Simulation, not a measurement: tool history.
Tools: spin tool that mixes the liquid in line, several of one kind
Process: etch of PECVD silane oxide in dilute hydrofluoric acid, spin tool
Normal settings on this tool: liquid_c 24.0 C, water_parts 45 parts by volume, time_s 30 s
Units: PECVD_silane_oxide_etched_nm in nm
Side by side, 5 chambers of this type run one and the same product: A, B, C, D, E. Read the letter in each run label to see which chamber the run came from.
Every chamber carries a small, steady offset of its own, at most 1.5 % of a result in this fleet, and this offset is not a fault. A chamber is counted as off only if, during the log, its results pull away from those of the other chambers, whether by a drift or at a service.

run,day,liquid_c,water_parts,time_s,hours since the thermometer was replaced,hours since the hydrofluoric acid flow meter was replaced,"read-back film thickness of the PECVD silane oxide reference wafer, read on the same gauge (nm)",PECVD_silane_oxide_etched_nm
1E,0.421,24.0,45,30,1903.5,667.8,119.98,10.7570
2A,0.942,24.0,45,30,2322.5,1174.1,120.00,10.7980
3B,1.396,24.0,45,30,36.5,138.2,120.00,10.6960
4D,1.692,24.0,45,30,1038.0,293.7,120.01,10.8250
5C,2.133,24.0,45,30,341.9,844.4,120.01,10.8480
6D,2.642,24.0,45,30,1060.8,316.5,119.99,10.7610
7A,3.008,24.0,45,30,2372.1,1223.7,119.99,10.5880
8C,3.471,24.0,45,30,374.0,876.5,119.99,10.7410
9B,4.075,24.0,45,30,100.8,202.5,119.99,10.7880
10E,4.562,24.0,45,30,2002.9,767.2,119.99,10.4590
11E,4.921,24.0,45,30,2011.5,775.8,120.01,10.7140
12C,5.533,24.0,45,30,423.5,926.0,119.99,10.9360
13B,6.171,24.0,45,30,151.1,252.8,120.03,10.6580
14D,6.462,22.0,45,35,1152.5,408.2,119.98,11.4010
15A,6.983,22.0,45,35,2467.5,1319.1,120.00,11.4990
16B,7.388,22.0,45,35,180.3,282.0,120.00,11.2970
17C,7.783,22.0,45,35,477.5,980.0,120.02,11.7410
18E,8.388,22.0,45,35,2094.7,859.0,119.99,11.3690
19D,8.975,22.5,45,40,1212.8,468.5,120.00,13.3830
20A,9.512,22.5,45,40,2528.2,1379.8,119.97,13.4530
21B,10.075,22.5,45,40,244.8,346.5,120.02,13.4850
22A,10.517,22.5,45,40,2552.3,1403.9,120.01,13.5460
23D,10.804,22.5,45,40,1256.7,512.4,120.00,13.3750
24C,11.408,24.0,45,30,564.5,1067.0,120.00,10.9200
25E,11.962,24.0,45,30,2180.5,944.8,119.99,10.8080
26C,12.371,24.0,45,30,587.6,1090.1,119.99,10.8350
# day 12.558: chamber A: thermometer replaced
27A,12.862,29.0,35,30,7.4,1460.2,119.98,17.1400
28E,13.467,29.0,35,30,2216.6,980.9,120.02,17.0090
29B,13.854,29.0,35,30,335.5,437.2,120.00,17.3160
30D,14.192,29.0,35,30,1338.0,593.7,120.00,17.1430
31A,14.567,29.0,35,30,48.3,1501.1,119.99,17.1920
32D,15.162,24.0,45,30,1361.3,617.0,119.97,10.6260
33E,15.804,24.0,45,30,2272.7,1037.0,119.98,10.8740
34B,16.267,24.0,45,30,393.4,495.1,119.99,10.6450
35C,16.896,21.5,45,15,696.2,1198.7,119.99,4.9179
36C,17.204,21.5,45,15,703.6,1206.1,119.99,4.8689
37D,17.867,21.5,45,15,1426.2,681.9,120.00,4.8034

Each of the 5 chambers runs these same settings next. Fill in every chamber's results:
38A,18.342,24.0,45,30,,,,?
38B,18.342,24.0,45,30,,,,?
38C,18.342,24.0,45,30,,,,?
38D,18.342,24.0,45,30,,,,?
38E,18.342,24.0,45,30,,,,?

run,PECVD_silane_oxide_etched_nm
38A,10.9640
38B,10.5880
38C,11.0140
38D,10.6110
38E,10.9290

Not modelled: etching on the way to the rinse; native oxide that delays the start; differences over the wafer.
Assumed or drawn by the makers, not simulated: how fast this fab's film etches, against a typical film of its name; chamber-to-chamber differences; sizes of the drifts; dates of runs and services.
